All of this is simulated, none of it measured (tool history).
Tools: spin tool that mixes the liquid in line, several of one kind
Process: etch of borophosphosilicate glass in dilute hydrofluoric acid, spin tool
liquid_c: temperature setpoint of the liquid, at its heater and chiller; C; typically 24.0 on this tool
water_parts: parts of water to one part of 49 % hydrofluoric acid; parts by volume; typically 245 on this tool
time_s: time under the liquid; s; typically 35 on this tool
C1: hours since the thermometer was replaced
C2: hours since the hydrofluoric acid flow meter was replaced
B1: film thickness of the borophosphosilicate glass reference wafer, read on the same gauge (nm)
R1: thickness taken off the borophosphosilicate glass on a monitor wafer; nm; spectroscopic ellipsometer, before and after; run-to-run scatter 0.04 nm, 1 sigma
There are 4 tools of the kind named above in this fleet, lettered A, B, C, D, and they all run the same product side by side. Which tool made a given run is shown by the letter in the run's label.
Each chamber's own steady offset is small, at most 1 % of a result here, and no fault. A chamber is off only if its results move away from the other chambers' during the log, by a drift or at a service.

Run 1C, day 0.200: usual settings; C1 837.4; C2 1236.7; B1 119.99. Result: R1 5.4998 nm.
Run 2B, day 0.458: usual settings; C1 890.0; C2 1061.0; B1 119.98. Result: R1 5.5802 nm.
Run 3D, day 0.808: usual settings; C1 1304.6; C2 33.6; B1 120.02. Result: R1 5.5393 nm.
Run 4A, day 1.138: usual settings; C1 367.1; C2 666.4; B1 120.01. Result: R1 5.5490 nm.
Run 5A, day 1.446: usual settings; C1 374.5; C2 673.8; B1 120.01. Result: R1 5.5587 nm.
Run 6C, day 1.662: usual settings; C1 872.5; C2 1271.8; B1 120.00. Result: R1 5.5289 nm.
Run 7B, day 1.862: usual settings; C1 923.7; C2 1094.7; B1 119.98. Result: R1 5.5373 nm.
Run 8D, day 2.021: usual settings; C1 1333.7; C2 62.7; B1 119.98. Result: R1 5.5284 nm.
Run 9A, day 2.188: usual settings; C1 392.3; C2 691.6; B1 120.01. Result: R1 5.5491 nm.
Run 10C, day 2.350: usual settings but water_parts 200 parts by volume; C1 889.0; C2 1288.3; B1 119.98. Result: R1 7.0881 nm.
Run 11B, day 2.675: usual settings but water_parts 200 parts by volume; C1 943.2; C2 1114.2; B1 120.00. Result: R1 7.1019 nm.
Run 12D, day 2.967: usual settings but water_parts 200 parts by volume; C1 1356.4; C2 85.4; B1 120.01. Result: R1 7.2367 nm.
Run 13D, day 3.242: usual settings but water_parts 200 parts by volume; C1 1363.0; C2 92.0; B1 120.02. Result: R1 7.3272 nm.
Run 14A, day 3.575: usual settings; C1 425.6; C2 724.9; B1 119.99. Result: R1 5.6146 nm.
Run 15C, day 3.808: usual settings; C1 924.0; C2 1323.3; B1 120.02. Result: R1 5.5925 nm.
Run 16B, day 3.971: usual settings; C1 974.3; C2 1145.3; B1 119.98. Result: R1 5.6051 nm.
Run 17A, day 4.279: usual settings; C1 442.5; C2 741.8; B1 120.00. Result: R1 5.5724 nm.
At day 4.350: chamber B: thermometer replaced.
Run 18D, day 4.467: usual settings; C1 1392.4; C2 121.4; B1 119.98. Result: R1 5.5746 nm.
Run 19B, day 4.750: usual settings; C1 9.7; C2 1164.0; B1 120.00. Result: R1 5.5293 nm.
Run 20C, day 4.917: usual settings; C1 950.6; C2 1349.9; B1 120.01. Result: R1 5.5310 nm.
Run 21D, day 5.150: usual settings; C1 1408.8; C2 137.8; B1 119.99. Result: R1 5.6042 nm.
Run 22C, day 5.454: usual settings but water_parts 145 parts by volume, time_s 15 s; C1 963.5; C2 1362.8; B1 120.00. Result: R1 4.4279 nm.
Run 23A, day 5.783: usual settings but water_parts 145 parts by volume, time_s 15 s; C1 478.6; C2 777.9; B1 120.01. Result: R1 4.5557 nm.
Run 24B, day 6.058: usual settings but water_parts 145 parts by volume, time_s 15 s; C1 41.1; C2 1195.4; B1 119.99. Result: R1 4.4876 nm.
At day 6.129: chamber B: hydrofluoric acid flow meter replaced.
Run 25D, day 6.254: usual settings but water_parts 145 parts by volume, time_s 15 s; C1 1435.3; C2 164.3; B1 120.01. Result: R1 4.6479 nm.
Run 26A, day 6.446: usual settings; C1 494.5; C2 793.8; B1 120.01. Result: R1 5.5523 nm.
Run 27C, day 6.712: usual settings; C1 993.7; C2 1393.0; B1 120.01. Result: R1 5.5264 nm.
Run 28B, day 6.875: usual settings but liquid_c 21.5 C, time_s 25 s; C1 60.7; C2 18.0; B1 120.02. Result: R1 3.6654 nm.
At day 7.188: chamber D: thermometer replaced.
Run 29A, day 7.229: usual settings but liquid_c 21.5 C, time_s 25 s; C1 513.3; C2 812.6; B1 120.02. Result: R1 3.6336 nm.
Run 30B, day 7.417: usual settings but liquid_c 21.5 C, time_s 25 s; C1 73.7; C2 31.0; B1 119.99. Result: R1 3.5973 nm.
Run 31D, day 7.642: usual settings but liquid_c 21.5 C, time_s 25 s; C1 11.0; C2 197.6; B1 120.01. Result: R1 3.6844 nm.
Run 32C, day 7.821: usual settings; C1 1020.3; C2 1419.6; B1 120.00. Result: R1 5.5606 nm.

Decide between three cases: one chamber stands off from its peers, the gauge reading all wafers drifts, or nothing is wrong past each chamber's small offset. Where a chamber is off, say which and what most likely put it there.

No chamber is off and the gauge is stable; the differences are just each chamber's small, constant offset.

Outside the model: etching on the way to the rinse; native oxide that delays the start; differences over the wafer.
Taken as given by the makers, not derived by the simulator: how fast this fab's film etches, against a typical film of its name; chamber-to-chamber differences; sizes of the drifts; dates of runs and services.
